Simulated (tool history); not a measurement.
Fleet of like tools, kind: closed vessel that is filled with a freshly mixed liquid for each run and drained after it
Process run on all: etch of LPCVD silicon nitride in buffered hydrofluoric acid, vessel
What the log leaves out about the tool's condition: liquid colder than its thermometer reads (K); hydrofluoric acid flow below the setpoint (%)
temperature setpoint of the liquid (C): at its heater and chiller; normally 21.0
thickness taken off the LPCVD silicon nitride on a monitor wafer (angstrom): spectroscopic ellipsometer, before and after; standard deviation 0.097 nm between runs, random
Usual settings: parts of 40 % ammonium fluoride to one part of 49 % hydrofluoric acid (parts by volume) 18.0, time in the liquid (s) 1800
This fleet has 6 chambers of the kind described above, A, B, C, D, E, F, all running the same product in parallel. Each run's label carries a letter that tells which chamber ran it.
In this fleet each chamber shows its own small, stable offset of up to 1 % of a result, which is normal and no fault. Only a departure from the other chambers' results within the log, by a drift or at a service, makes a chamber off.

run,hour,temperature setpoint of the liquid (C),parts of 40 % ammonium fluoride to one part of 49 % hydrofluoric acid (parts by volume),time in the liquid (s),hours since the thermometer was replaced,hours since the hydrofluoric acid flow meter was replaced,"read-back film thickness of the LPCVD silicon nitride reference wafer, read on the same gauge (nm)",thickness taken off the LPCVD silicon nitride on a monitor wafer (angstrom)
1A,12.6,21.0,18.0,1800,321.3,88.7,29.982,108.000
2E,24.8,21.0,18.0,1800,475.0,1246.8,30.031,107.930
# hour 25.1: chamber F: hydrofluoric acid flow meter replaced
3C,37.8,21.0,18.0,1800,939.9,898.2,30.000,111.090
4F,50.0,21.0,18.0,1800,555.5,25.0,30.018,108.990
5B,59.7,21.0,18.0,1800,1266.5,527.4,29.955,108.290
6D,71.2,21.0,18.0,1800,500.5,458.1,30.003,109.140
7F,80.3,21.0,18.0,1800,585.8,55.3,30.024,108.570
# hour 85.0: chamber B: thermometer replaced
8A,90.6,21.0,18.0,1800,399.3,166.7,30.022,108.420
9B,103.6,21.0,18.0,1800,18.6,571.3,29.992,110.450
10D,110.3,21.0,18.0,1800,539.6,497.2,29.984,108.750
11E,123.2,21.0,18.0,1800,573.4,1345.2,30.025,106.930
12C,131.7,21.0,18.0,1800,1033.8,992.1,29.971,108.700
13A,144.3,21.0,18.0,1800,453.0,220.4,30.010,107.350
14E,155.5,21.0,18.0,1800,605.7,1377.5,29.957,108.220
15B,162.3,21.0,18.0,1800,77.3,630.0,29.979,107.370
16F,168.9,21.0,18.0,1800,674.4,143.9,29.965,108.290
17C,178.3,21.0,18.0,1800,1080.4,1038.7,30.000,106.100
18D,190.3,21.0,18.0,1800,619.6,577.2,30.002,107.580
19C,202.7,21.0,18.0,1800,1104.8,1063.1,30.007,105.950
# hour 212.7: chamber D: thermometer replaced
20F,214.3,21.0,18.0,1800,719.8,189.3,30.021,108.440
21A,223.9,21.0,18.0,1800,532.6,300.0,30.001,109.040
22D,230.2,23.5,18.0,1800,17.6,617.1,29.947,123.360
23B,239.9,23.5,18.0,1800,154.9,707.6,30.044,123.760
24E,246.3,23.5,18.0,1800,696.5,1468.3,30.014,124.050
25C,260.2,23.5,18.0,1800,1162.3,1120.6,29.998,119.960
26F,270.0,23.5,18.0,1800,775.5,245.0,30.008,125.980
27E,276.6,23.5,18.0,1800,726.8,1498.6,30.040,123.430
28A,285.1,21.0,18.0,1800,593.8,361.2,29.994,107.670
29D,294.2,21.0,18.0,1800,81.6,681.1,30.031,108.040
30B,306.8,19.0,14.5,1800,221.8,774.5,29.991,120.470
31F,314.2,19.0,14.5,1800,819.7,289.2,30.051,119.490
32B,326.5,19.0,14.5,1800,241.5,794.2,30.038,119.910
# hour 334.8: chamber B: hydrofluoric acid flow meter replaced
33D,340.8,19.0,14.5,1800,128.2,727.7,30.006,119.330
34C,351.2,19.0,14.5,1800,1253.3,1211.6,30.034,111.010
35A,357.5,19.0,14.5,1800,666.2,433.6,29.998,118.280
36E,364.5,21.0,18.0,1800,814.7,1586.5,29.985,107.670
37C,376.9,21.0,18.0,1800,1279.0,1237.3,29.987,100.150
38B,389.7,21.0,18.0,1800,304.7,54.9,29.997,108.170

All chambers now run identical settings, listed one chamber a line with results as question marks. What results will each chamber show?
39A,400.0,21.0,18.0,1800,,,,?
39B,400.0,21.0,18.0,1800,,,,?
39C,400.0,21.0,18.0,1800,,,,?
39D,400.0,21.0,18.0,1800,,,,?
39E,400.0,21.0,18.0,1800,,,,?
39F,400.0,21.0,18.0,1800,,,,?

run,thickness taken off the LPCVD silicon nitride on a monitor wafer (angstrom)
39A,109.140
39B,109.100
39C,99.288
39D,107.920
39E,109.030
39F,107.820
